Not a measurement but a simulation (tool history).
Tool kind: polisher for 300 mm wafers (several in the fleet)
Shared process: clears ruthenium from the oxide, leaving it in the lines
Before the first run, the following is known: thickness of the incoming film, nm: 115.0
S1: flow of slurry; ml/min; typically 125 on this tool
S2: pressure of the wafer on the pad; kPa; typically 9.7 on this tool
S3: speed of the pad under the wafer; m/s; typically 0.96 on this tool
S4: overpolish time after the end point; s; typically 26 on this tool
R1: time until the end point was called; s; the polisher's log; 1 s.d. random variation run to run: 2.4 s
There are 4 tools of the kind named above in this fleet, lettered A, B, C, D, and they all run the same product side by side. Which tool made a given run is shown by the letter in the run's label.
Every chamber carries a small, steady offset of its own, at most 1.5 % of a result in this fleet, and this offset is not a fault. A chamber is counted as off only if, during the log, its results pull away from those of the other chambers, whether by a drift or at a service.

| run | hour | S1 | S2 | S3 | S4 | R1 |
|---|---|---|---|---|---|---|
| 1D | 4.6 | 125 | 9.7 | 0.96 | 26 | 155.56 |
| 2A | 10.5 | 125 | 9.7 | 0.96 | 26 | 155.48 |
| 3B | 14.0 | 125 | 9.7 | 0.96 | 26 | 154.60 |
| 4C | 19.6 | 125 | 9.7 | 0.96 | 26 | 155.13 |
|  | 21.4 | chamber C: worn pad replaced by a new one |
| 5C | 24.2 | 125 | 9.7 | 0.96 | 26 | 158.45 |
| 6B | 28.9 | 125 | 9.7 | 0.96 | 26 | 150.77 |
| 7A | 32.1 | 125 | 9.7 | 0.96 | 26 | 155.05 |
| 8D | 37.3 | 125 | 9.7 | 0.96 | 26 | 151.87 |
| 9A | 42.0 | 125 | 9.7 | 0.96 | 26 | 154.67 |
| 10B | 48.1 | 125 | 9.7 | 0.96 | 26 | 155.44 |
| 11D | 53.6 | 125 | 9.7 | 0.96 | 26 | 154.60 |
| 12C | 58.2 | 125 | 9.7 | 0.96 | 26 | 151.83 |
| 13C | 64.4 | 125 | 9.7 | 0.96 | 26 | 149.73 |
| 14B | 69.5 | 125 | 9.7 | 0.96 | 26 | 152.11 |
| 15D | 74.6 | 125 | 9.7 | 0.96 | 26 | 150.13 |
| 16A | 79.1 | 125 | 9.7 | 0.96 | 26 | 159.85 |
|  | 82.9 | chamber B: slurry nozzle cleaned |
| 17C | 84.6 | 125 | 9.7 | 0.96 | 26 | 152.74 |
| 18D | 90.8 | 80 | 9.7 | 0.96 | 18 | 171.17 |
| 19B | 95.2 | 80 | 9.7 | 0.96 | 18 | 165.86 |
| 20A | 99.6 | 80 | 9.7 | 0.96 | 18 | 176.75 |
| 21A | 102.7 | 80 | 9.7 | 0.96 | 18 | 173.13 |
|  | 104.1 | chamber C: worn pad replaced by a new one |
| 22D | 108.0 | 125 | 9.7 | 0.96 | 26 | 150.57 |
| 23B | 113.8 | 125 | 9.7 | 0.96 | 26 | 150.88 |
| 24C | 116.9 | 125 | 9.7 | 0.96 | 26 | 156.62 |
|  | 117.1 | chamber D: worn pad replaced by a new one |
|  | 118.8 | chamber A: worn pad replaced by a new one |
| 25B | 121.5 | 125 | 9.7 | 0.96 | 26 | 155.03 |
| 26D | 126.4 | 125 | 9.7 | 0.96 | 26 | 153.56 |
| 27A | 132.3 | 125 | 9.7 | 0.96 | 26 | 157.50 |
| 28C | 137.3 | 125 | 9.7 | 0.96 | 26 | 154.97 |

Each of the 4 chambers runs these same settings next. Fill in every chamber's results:
| 29A | 142.0 | 125 | 9.7 | 0.96 | 26 | ? |
| 29B | 142.0 | 125 | 9.7 | 0.96 | 26 | ? |
| 29C | 142.0 | 125 | 9.7 | 0.96 | 26 | ? |
| 29D | 142.0 | 125 | 9.7 | 0.96 | 26 | ? |

| run | R1 |
|---|---|
| 29A | 154.69 |
| 29B | 148.77 |
| 29C | 155.63 |
| 29D | 153.84 |
